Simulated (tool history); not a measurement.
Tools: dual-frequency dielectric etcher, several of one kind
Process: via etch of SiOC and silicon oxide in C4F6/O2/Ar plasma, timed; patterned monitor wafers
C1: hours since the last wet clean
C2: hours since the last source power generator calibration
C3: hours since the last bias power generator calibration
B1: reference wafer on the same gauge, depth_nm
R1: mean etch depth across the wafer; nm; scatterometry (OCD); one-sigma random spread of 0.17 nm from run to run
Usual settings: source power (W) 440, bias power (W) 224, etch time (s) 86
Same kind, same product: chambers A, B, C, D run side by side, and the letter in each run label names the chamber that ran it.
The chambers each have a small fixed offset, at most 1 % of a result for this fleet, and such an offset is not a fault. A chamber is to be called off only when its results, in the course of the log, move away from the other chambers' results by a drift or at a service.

run 1A hour=6.8 | source_power_(W)=440 bias_power_(W)=224 etch_time_(s)=86 | C1=120.6 C2=950.1 C3=3296.4 | B1=107.95 | R1=108.51
run 2D hour=10.9 | source_power_(W)=440 bias_power_(W)=224 etch_time_(s)=86 | C1=462.1 C2=1874.1 C3=1353.3 | B1=107.91 | R1=108.72
run 3B hour=17.2 | source_power_(W)=440 bias_power_(W)=224 etch_time_(s)=86 | C1=50 C2=3457.5 C3=19 | B1=107.93 | R1=107.59
run 4C hour=21 | source_power_(W)=440 bias_power_(W)=224 etch_time_(s)=86 | C1=48.8 C2=1942 C3=138.6 | B1=107.89 | R1=107.24
run 5B hour=24.7 | source_power_(W)=540 bias_power_(W)=224 etch_time_(s)=68 | C1=57.5 C2=3465 C3=26.5 | B1=107.93 | R1=91.891
run 6A hour=28.3 | source_power_(W)=540 bias_power_(W)=224 etch_time_(s)=68 | C1=142.1 C2=971.6 C3=3317.9 | B1=107.89 | R1=92.919
run 7C hour=31.5 | source_power_(W)=540 bias_power_(W)=224 etch_time_(s)=68 | C1=59.3 C2=1952.5 C3=149.1 | B1=107.87 | R1=91.995
run 8D hour=36.1 | source_power_(W)=540 bias_power_(W)=224 etch_time_(s)=68 | C1=487.3 C2=1899.3 C3=1378.5 | B1=107.86 | R1=92.619
run 9C hour=41.4 | source_power_(W)=440 bias_power_(W)=224 etch_time_(s)=86 | C1=69.2 C2=1962.4 C3=159 | B1=107.84 | R1=107.41
run 10B hour=48.1 | source_power_(W)=440 bias_power_(W)=224 etch_time_(s)=86 | C1=80.9 C2=3488.4 C3=49.9 | B1=107.78 | R1=107.76
run 11A hour=53.5 | source_power_(W)=480 bias_power_(W)=224 etch_time_(s)=95 | C1=167.3 C2=996.8 C3=3343.1 | B1=107.79 | R1=123.79
run 12D hour=57 | source_power_(W)=480 bias_power_(W)=224 etch_time_(s)=95 | C1=508.2 C2=1920.2 C3=1399.4 | B1=107.71 | R1=124.17
run 13B hour=62.7 | source_power_(W)=480 bias_power_(W)=224 etch_time_(s)=95 | C1=95.5 C2=3503 C3=64.5 | B1=107.7 | R1=122.83
run 14C hour=69.5 | source_power_(W)=480 bias_power_(W)=224 etch_time_(s)=95 | C1=97.3 C2=1990.5 C3=187.1 | B1=107.76 | R1=122.63
run 15A hour=75.5 | source_power_(W)=440 bias_power_(W)=224 etch_time_(s)=86 | C1=189.3 C2=1018.8 C3=3365.1 | B1=107.75 | R1=108.27
run 16D hour=81.4 | source_power_(W)=440 bias_power_(W)=224 etch_time_(s)=86 | C1=532.6 C2=1944.6 C3=1423.8 | B1=107.7 | R1=108.37
run 17C hour=85.5 | source_power_(W)=440 bias_power_(W)=224 etch_time_(s)=86 | C1=113.3 C2=2006.5 C3=203.1 | B1=107.66 | R1=107.19
run 18B hour=91.7 | source_power_(W)=440 bias_power_(W)=224 etch_time_(s)=86 | C1=124.5 C2=3532 C3=93.5 | B1=107.62 | R1=107.41
run 19D hour=96.1 | source_power_(W)=480 bias_power_(W)=178 etch_time_(s)=86 | C1=547.3 C2=1959.3 C3=1438.5 | B1=107.62 | R1=103.78
run 20A hour=99.7 | source_power_(W)=480 bias_power_(W)=178 etch_time_(s)=86 | C1=213.5 C2=1043 C3=3389.3 | B1=107.56 | R1=104.1
run 21C hour=105.2 | source_power_(W)=480 bias_power_(W)=178 etch_time_(s)=86 | C1=133 C2=2026.2 C3=222.8 | B1=107.54 | R1=102.74
run 22A hour=110.6 | source_power_(W)=480 bias_power_(W)=178 etch_time_(s)=86 | C1=224.4 C2=1053.9 C3=3400.2 | B1=107.55 | R1=104.14
run 23D hour=116.3 | source_power_(W)=440 bias_power_(W)=224 etch_time_(s)=86 | C1=567.5 C2=1979.5 C3=1458.7 | B1=107.5 | R1=108.36
run 24B hour=122.5 | source_power_(W)=440 bias_power_(W)=224 etch_time_(s)=86 | C1=155.3 C2=3562.8 C3=124.3 | B1=107.51 | R1=107.27
run 25D hour=129 | source_power_(W)=440 bias_power_(W)=224 etch_time_(s)=86 | C1=580.2 C2=1992.2 C3=1471.4 | B1=107.45 | R1=108.16
run 26C hour=132.8 | source_power_(W)=440 bias_power_(W)=224 etch_time_(s)=86 | C1=160.6 C2=2053.8 C3=250.4 | B1=107.46 | R1=107.22
run 27A hour=139 | source_power_(W)=440 bias_power_(W)=224 etch_time_(s)=86 | C1=252.8 C2=1082.3 C3=3428.6 | B1=107.44 | R1=107.87
run 28B hour=142.4 | source_power_(W)=440 bias_power_(W)=224 etch_time_(s)=86 | C1=175.2 C2=3582.7 C3=144.2 | B1=107.42 | R1=107.23
run 29D hour=147.1 | source_power_(W)=440 bias_power_(W)=224 etch_time_(s)=86 | C1=598.3 C2=2010.3 C3=1489.5 | B1=107.39 | R1=108.47
run 30C hour=153.3 | source_power_(W)=440 bias_power_(W)=224 etch_time_(s)=86 | C1=181.1 C2=2074.3 C3=270.9 | B1=107.39 | R1=106.88
run 31A hour=157.2 | source_power_(W)=440 bias_power_(W)=224 etch_time_(s)=86 | C1=271 C2=1100.5 C3=3446.8 | B1=107.38 | R1=107.84
run 32B hour=161.6 | source_power_(W)=440 bias_power_(W)=224 etch_time_(s)=86 | C1=194.4 C2=3601.9 C3=163.4 | B1=107.38 | R1=106.93
run 33D hour=167 | source_power_(W)=440 bias_power_(W)=224 etch_time_(s)=86 | C1=618.2 C2=2030.2 C3=1509.4 | B1=107.35 | R1=108.02

Next, all 4 chambers run the settings below, one line each with question marks for the results. What does each chamber give?
run 34A hour=172 | source_power_(W)=440 bias_power_(W)=272 etch_time_(s)=86 | R1=?
run 34B hour=172 | source_power_(W)=440 bias_power_(W)=272 etch_time_(s)=86 | R1=?
run 34C hour=172 | source_power_(W)=440 bias_power_(W)=272 etch_time_(s)=86 | R1=?
run 34D hour=172 | source_power_(W)=440 bias_power_(W)=272 etch_time_(s)=86 | R1=?

run=34A R1=114.99
run=34B R1=114.13
run=34C R1=114.3
run=34D R1=115.39
